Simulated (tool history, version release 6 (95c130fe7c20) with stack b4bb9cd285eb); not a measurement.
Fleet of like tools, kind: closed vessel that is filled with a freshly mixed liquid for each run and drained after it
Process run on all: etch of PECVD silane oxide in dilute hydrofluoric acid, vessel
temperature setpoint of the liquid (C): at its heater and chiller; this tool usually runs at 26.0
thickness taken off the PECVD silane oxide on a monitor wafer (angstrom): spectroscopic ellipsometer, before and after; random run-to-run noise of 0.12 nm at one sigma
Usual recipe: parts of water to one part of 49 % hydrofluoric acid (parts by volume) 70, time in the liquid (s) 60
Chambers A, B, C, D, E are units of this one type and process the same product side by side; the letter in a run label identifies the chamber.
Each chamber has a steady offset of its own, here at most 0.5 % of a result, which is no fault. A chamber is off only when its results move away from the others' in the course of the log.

run,day,temperature setpoint of the liquid (C),parts of water to one part of 49 % hydrofluoric acid (parts by volume),time in the liquid (s),hours since the thermometer was replaced,hours since the hydrofluoric acid flow meter was replaced,"read-back film thickness of the PECVD silane oxide reference wafer, read on the same gauge (nm)",thickness taken off the PECVD silane oxide on a monitor wafer (angstrom)
1D,0.321,26.0,70,60,96.0,277.0,89.994,187.92
2A,0.667,26.0,70,60,376.6,987.3,89.989,186.36
3C,1.046,26.0,70,60,119.3,464.5,89.966,185.32
4B,1.392,26.0,70,60,131.9,577.4,89.989,185.15
5E,1.692,26.0,70,60,935.2,75.7,90.019,184.61
6B,2.000,22.5,70,95,146.5,592.0,89.995,253.70
7C,2.288,22.5,70,95,149.1,494.3,89.984,254.09
8A,2.521,22.5,70,95,421.1,1031.8,89.998,252.70
9D,2.704,22.5,70,95,153.2,334.2,90.020,256.22
10E,2.938,22.5,70,95,965.1,105.6,90.017,250.48
11B,3.283,26.0,70,60,177.3,622.8,89.992,185.78
12E,3.583,26.0,70,60,980.6,121.1,89.996,185.54
13A,3.792,26.0,70,60,451.6,1062.3,89.995,184.36
14D,4.183,26.0,55,60,188.7,369.7,89.998,242.07
15C,4.517,26.0,55,60,202.6,547.8,90.005,239.97
16C,4.912,26.0,55,60,212.1,557.3,90.000,243.21
17A,5.138,26.0,55,60,483.9,1094.6,90.011,238.40
18D,5.421,26.0,55,60,218.4,399.4,89.982,241.49
19E,5.654,26.0,70,60,1030.3,170.8,89.986,183.39
20B,5.858,23.5,70,60,239.1,684.6,89.999,166.90
21A,6.075,23.5,70,60,506.4,1117.1,90.001,167.46
# day 6.250: chamber E: thermometer replaced
22B,6.367,23.5,70,60,251.3,696.8,89.993,167.94
23E,6.546,23.5,70,60,7.1,192.2,90.016,167.20
24C,6.750,23.5,70,60,256.2,601.4,90.005,168.05
25D,7.058,26.0,70,60,257.7,438.7,89.983,185.65
26B,7.300,24.5,70,60,273.7,719.2,89.980,175.19
27C,7.583,24.5,70,60,276.2,621.4,90.021,173.04
28A,7.783,24.5,70,60,547.4,1158.1,90.011,172.93
29E,8.058,24.5,70,60,43.4,228.5,89.984,176.00
30D,8.462,24.5,70,60,291.4,472.4,89.993,173.54
31E,8.762,26.0,70,60,60.3,245.4,90.020,184.40
32B,9.054,26.0,70,60,315.8,761.3,89.999,183.14
# day 9.121: chamber D: hydrofluoric acid flow meter replaced
33D,9.292,26.0,70,60,311.3,4.2,89.993,184.77
34C,9.483,26.0,70,60,321.8,667.0,89.983,186.31

Next, all 5 chambers run the settings below, one line each with question marks for the results. What does each chamber give?
35A,9.779,22.0,70,60,,,,?
35B,9.779,22.0,70,60,,,,?
35C,9.779,22.0,70,60,,,,?
35D,9.779,22.0,70,60,,,,?
35E,9.779,22.0,70,60,,,,?

run,thickness taken off the PECVD silane oxide on a monitor wafer (angstrom)
35A,156.92
35B,157.24
35C,158.28
35D,156.68
35E,155.96
